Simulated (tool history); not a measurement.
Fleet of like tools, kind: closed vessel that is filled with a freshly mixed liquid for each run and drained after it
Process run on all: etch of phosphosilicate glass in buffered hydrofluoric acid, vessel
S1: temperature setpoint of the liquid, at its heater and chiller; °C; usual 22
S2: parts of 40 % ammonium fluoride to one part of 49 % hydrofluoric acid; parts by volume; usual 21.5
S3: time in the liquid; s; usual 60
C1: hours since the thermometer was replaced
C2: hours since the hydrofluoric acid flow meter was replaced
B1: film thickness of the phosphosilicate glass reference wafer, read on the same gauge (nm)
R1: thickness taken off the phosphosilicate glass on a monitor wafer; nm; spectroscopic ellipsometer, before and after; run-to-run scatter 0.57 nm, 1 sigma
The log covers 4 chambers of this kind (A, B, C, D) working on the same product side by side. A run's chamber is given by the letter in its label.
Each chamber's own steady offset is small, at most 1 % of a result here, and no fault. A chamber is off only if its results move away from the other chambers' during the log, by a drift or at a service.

run   hour  S1    S2  S3      C1      C2      B1       R1
 1A    8.0  22  21.5  60   735.9  1430.0  119.99  155.120
 2B   16.7  22  21.5  60   677.2   621.4  119.94  154.690
 3C   25.6  22  21.5  60  1700.0   844.2  119.96  156.060
 4D   31.0  22  21.5  60   547.9   449.3  120.03  153.900
 5D   36.1  22  21.5  60   553.0   454.4  120.02  154.400
      41.2  -- chamber C: thermometer replaced
 6C   44.5  22  21.5  60     3.3   863.1  119.98  156.620
 7A   54.6  22  21.5  60   782.5  1476.6  119.97  155.050
 8B   61.7  22  21.5  60   722.2   666.4  119.98  154.840
 9D   67.0  22  21.5  60   583.9   485.3  120.00  153.520
10B   75.2  22  21.5  60   735.7   679.9  120.00  155.060
11C   80.6  22  21.5  60    39.4   899.2  120.05  156.750
12A   90.1  22  21.5  60   818.0  1512.1  120.01  154.340
13B   94.7  22  21.5  60   755.2   699.4  119.99  154.830
14D  101.3  22  21.5  60   618.2   519.6  119.97  154.090
15A  106.4  22  21.5  60   834.3  1528.4  120.00  154.510
16C  111.4  22  21.5  60    70.2   930.0  119.96  155.630
17D  116.9  22  25.0  60   633.8   535.2  120.00  138.310
18A  124.3  22  25.0  60   852.2  1546.3  120.01  140.330
19B  130.7  22  25.0  60   791.2   735.4  120.00  138.820
20C  140.2  22  25.0  60    99.0   958.8  120.02  141.510
21B  149.1  22  21.5  60   809.6   753.8  120.01  155.140
22C  157.9  22  21.5  60   116.7   976.5  120.03  156.760
     163.4  -- chamber B: thermometer replaced
23A  164.5  22  21.5  60   892.4  1586.5  120.01  155.370
24D  169.0  22  21.5  60   685.9   587.3  120.00  153.510
25C  174.9  22  21.5  60   133.7   993.5  119.98  156.050
26D  183.0  22  21.5  60   699.9   601.3  119.97  153.650
27A  190.3  22  21.5  60   918.2  1612.3  120.05  154.470
28B  197.3  22  21.5  60    34.0   802.0  120.06  154.280
29D  205.8  24  24.0  60   722.7   624.1  119.99  158.990
30A  211.3  24  24.0  60   939.2  1633.3  120.03  160.420
31C  217.2  24  24.0  60   176.0  1035.8  120.00  161.420
32B  224.1  24  24.0  60    60.8   828.8  120.03  159.770
33A  231.6  22  21.5  60   959.5  1653.6  120.03  154.580
34C  240.1  22  21.5  60   198.9  1058.7  120.02  156.900
35D  248.3  22  21.5  60   765.2   666.6  119.98  153.940
36B  258.5  22  21.5  60    95.2   863.2  120.01  154.110
37B  269.0  22  28.0  30   105.7   873.7  119.99   64.685
38C  278.6  22  28.0  30   237.4  1097.2  120.01   64.963
39D  288.0  22  28.0  30   804.9   706.3  120.04   63.946
40A  293.7  22  28.0  30  1021.6  1715.7  119.92   64.793
41A  302.9  22  21.5  60  1030.8  1724.9  120.03  155.290

For the next run the whole fleet of 4 chambers uses the same settings. Give each chamber's results:
42A  310.4  22  21.5  90               ?
42B  310.4  22  21.5  90               ?
42C  310.4  22  21.5  90               ?
42D  310.4  22  21.5  90               ?

run       R1
42A  231.210
42B  231.800
42C  235.020
42D  232.210
